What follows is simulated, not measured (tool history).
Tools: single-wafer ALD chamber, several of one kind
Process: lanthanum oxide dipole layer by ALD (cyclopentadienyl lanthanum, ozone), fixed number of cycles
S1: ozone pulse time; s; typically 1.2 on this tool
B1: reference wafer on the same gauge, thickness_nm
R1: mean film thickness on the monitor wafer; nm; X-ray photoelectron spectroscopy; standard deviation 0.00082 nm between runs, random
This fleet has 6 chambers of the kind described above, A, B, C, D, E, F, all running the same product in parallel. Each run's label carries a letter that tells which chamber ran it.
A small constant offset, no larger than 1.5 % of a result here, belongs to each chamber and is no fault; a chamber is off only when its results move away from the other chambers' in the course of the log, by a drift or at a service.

| run | hour | S1 | B1 | R1 |
|---|---|---|---|---|
| 1C | 4.4 | 1.2 | 0.60903 | 0.53148 |
| 2A | 8.3 | 1.2 | 0.60888 | 0.52633 |
| 3F | 10.8 | 1.2 | 0.60867 | 0.52147 |
| 4D | 15.5 | 1.2 | 0.60854 | 0.52499 |
| 5B | 19.5 | 1.2 | 0.60854 | 0.52638 |
| 6E | 22 | 1.2 | 0.60821 | 0.52326 |
| 7A | 25.9 | 1.2 | 0.60838 | 0.52376 |
| 8E | 29.6 | 1.2 | 0.60841 | 0.5245 |
| 9B | 32 | 1.5 | 0.60838 | 0.54825 |
| 10F | 34.7 | 1.5 | 0.60822 | 0.54408 |
| 11D | 38.9 | 1.5 | 0.60804 | 0.5489 |
| 12C | 42.9 | 1.5 | 0.60797 | 0.55553 |
| 13E | 45.3 | 1.5 | 0.60811 | 0.54601 |
| 14B | 49.5 | 1.5 | 0.60786 | 0.54714 |
| 15C | 54.6 | 1.2 | 0.60766 | 0.53105 |
| 16D | 58.1 | 1.2 | 0.60738 | 0.52534 |
| 17F | 61.5 | 1.2 | 0.60736 | 0.52043 |
| 18A | 65.1 | 1.2 | 0.60778 | 0.52313 |
| 19D | 67.7 | 1.2 | 0.60759 | 0.52554 |
| 20B | 72 | 1.2 | 0.60724 | 0.52354 |
| 21E | 75.1 | 1.2 | 0.60719 | 0.52197 |
| 22A | 77.4 | 1.2 | 0.60699 | 0.52256 |
| 23C | 79.9 | 1.2 | 0.60691 | 0.53138 |
| 24F | 82.5 | 1.2 | 0.60713 | 0.51934 |
| 25C | 85.9 | 1.2 | 0.607 | 0.53082 |
| 26F | 90.8 | 1.2 | 0.60701 | 0.51928 |
| 27B | 94.3 | 0.77 | 0.60664 | 0.45295 |
| 28E | 98.6 | 0.77 | 0.60672 | 0.45398 |
| 29A | 101 | 0.77 | 0.60637 | 0.44929 |
| 30D | 105.7 | 0.77 | 0.6065 | 0.45004 |
| 31D | 110.3 | 0.77 | 0.60621 | 0.45046 |
| 32C | 115.2 | 0.77 | 0.60611 | 0.45744 |
| 33A | 118 | 1.2 | 0.60637 | 0.52221 |
| 34E | 121.5 | 0.74 | 0.60605 | 0.44671 |
| 35B | 126.2 | 0.74 | 0.60596 | 0.44555 |
| 36F | 129.5 | 0.74 | 0.60554 | 0.44287 |
| 37B | 134.7 | 0.74 | 0.60561 | 0.44408 |
| 38C | 139.2 | 0.74 | 0.60559 | 0.44838 |
|  | 141.3 | chamber A: thermocouple changed; heater temperature recalibrated |
| 39D | 143 | 0.74 | 0.60556 | 0.44255 |
| 40F | 147.3 | 1.6 | 0.60527 | 0.54787 |
| 41E | 150.1 | 1.6 | 0.60546 | 0.54947 |
| 42A | 153.9 | 1.6 | 0.6055 | 0.5504 |
| 43F | 158.1 | 1.6 | 0.60522 | 0.54775 |

Is one chamber off against the others, does the gauge drift, or is nothing wrong? If a chamber is off, say which, and what the likeliest cause is.

Every chamber seems to shift together because the gauge that measures them all drifts; the chambers themselves are fine.
Cause: gauge reads low (%) = 0.641.
